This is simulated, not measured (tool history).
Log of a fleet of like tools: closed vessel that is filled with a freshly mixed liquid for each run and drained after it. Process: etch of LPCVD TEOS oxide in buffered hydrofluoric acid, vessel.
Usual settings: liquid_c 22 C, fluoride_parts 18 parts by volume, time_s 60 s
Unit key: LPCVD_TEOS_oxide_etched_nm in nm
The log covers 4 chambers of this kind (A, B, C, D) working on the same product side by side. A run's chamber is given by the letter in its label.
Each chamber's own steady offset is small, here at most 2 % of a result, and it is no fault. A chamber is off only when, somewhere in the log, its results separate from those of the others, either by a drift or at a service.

run,hour,liquid_c,fluoride_parts,time_s,hours since the thermometer was replaced,hours since the hydrofluoric acid flow meter was replaced,"read-back film thickness of the LPCVD TEOS oxide reference wafer, read on the same gauge (nm)",LPCVD_TEOS_oxide_etched_nm
1B,8.5,22,18,60,485.3,1197.8,130.01,142.53
2C,15.2,22,18,60,1607,1115.7,130.01,141.73
3A,23.7,22,18,60,584.1,1919.4,130,141.46
4D,32.8,22,18,60,1482.4,196.8,130.01,139.39
5D,44.3,22,18,60,1493.9,208.3,130.02,139.7
6A,51.1,22,18,60,611.5,1946.8,130,140.22
7B,56.6,22,18,60,533.4,1245.9,130,142.31
8C,67.5,22,18,60,1659.3,1168,130,141.87
9B,78.4,24.5,18,80,555.2,1267.7,130.01,218.57
10A,88.2,24.5,18,80,648.6,1983.9,130,215.48
11D,94,24.5,18,80,1543.6,258,129.99,213.97
12C,99.4,24.5,18,80,1691.2,1199.9,129.99,217.63
13A,110,22,18,60,670.4,2005.7,130,140.95
14D,120,22,18,60,1569.6,284,130.01,139.52
15C,127.8,22,18,60,1719.6,1228.3,130.01,141.21
16B,135,22,18,60,611.8,1324.3,129.99,142.1
17C,145.5,22,18,60,1737.3,1246,130.03,142.68
18B,154.5,22,18,60,631.3,1343.8,129.99,142.28
19A,166.2,22,18,60,726.6,2061.9,130,141.49
20D,174.5,22,18,60,1624.1,338.5,129.99,139.84
21A,179.6,22,18,60,740,2075.3,129.99,141.01
22C,189.1,25,22,60,1780.9,1289.6,130,140.94
23D,200.1,25,22,60,1649.7,364.1,130,139.67
24B,205.6,25,22,60,682.4,1394.9,129.99,144.28
25C,210.9,25,22,60,1802.7,1311.4,130.02,141.74
26D,221.8,22,18,60,1671.4,385.8,130,140.1
27B,230.9,20.5,18,60,707.7,1420.2,130.01,133.37
28A,241.2,20.5,18,60,801.6,2136.9,129.98,130.07
29D,249.2,20.5,18,60,1698.8,413.2,130.01,128.72
30C,255.1,20.5,18,60,1846.9,1355.6,130,131.35
# hour 259.4: chamber A: hydrofluoric acid flow meter replaced
31A,266.8,22,18,60,827.2,7.4,130,140.75
32B,272.8,22,18,60,749.6,1462.1,129.99,146.8
33D,281.9,22,18,60,1731.5,445.9,130,139.33
34A,293.6,22,18,60,854,34.2,129.99,142.5
35B,299.8,22,18,60,776.6,1489.1,130,146.2
36C,306.7,22,18,60,1898.5,1407.2,130,142.98
37D,317.8,22,18,60,1767.4,481.8,129.99,140.94
38C,328.8,22,18,60,1920.6,1429.3,129.99,142.42
39A,338.9,22,18,60,899.3,79.5,130.01,140.58

For the next run the whole fleet of 4 chambers uses the same settings. Give each chamber's results:
40A,347.4,20,18,60,,,,?
40B,347.4,20,18,60,,,,?
40C,347.4,20,18,60,,,,?
40D,347.4,20,18,60,,,,?

run,LPCVD_TEOS_oxide_etched_nm
40A,126.22
40B,132.76
40C,127.61
40D,125.01
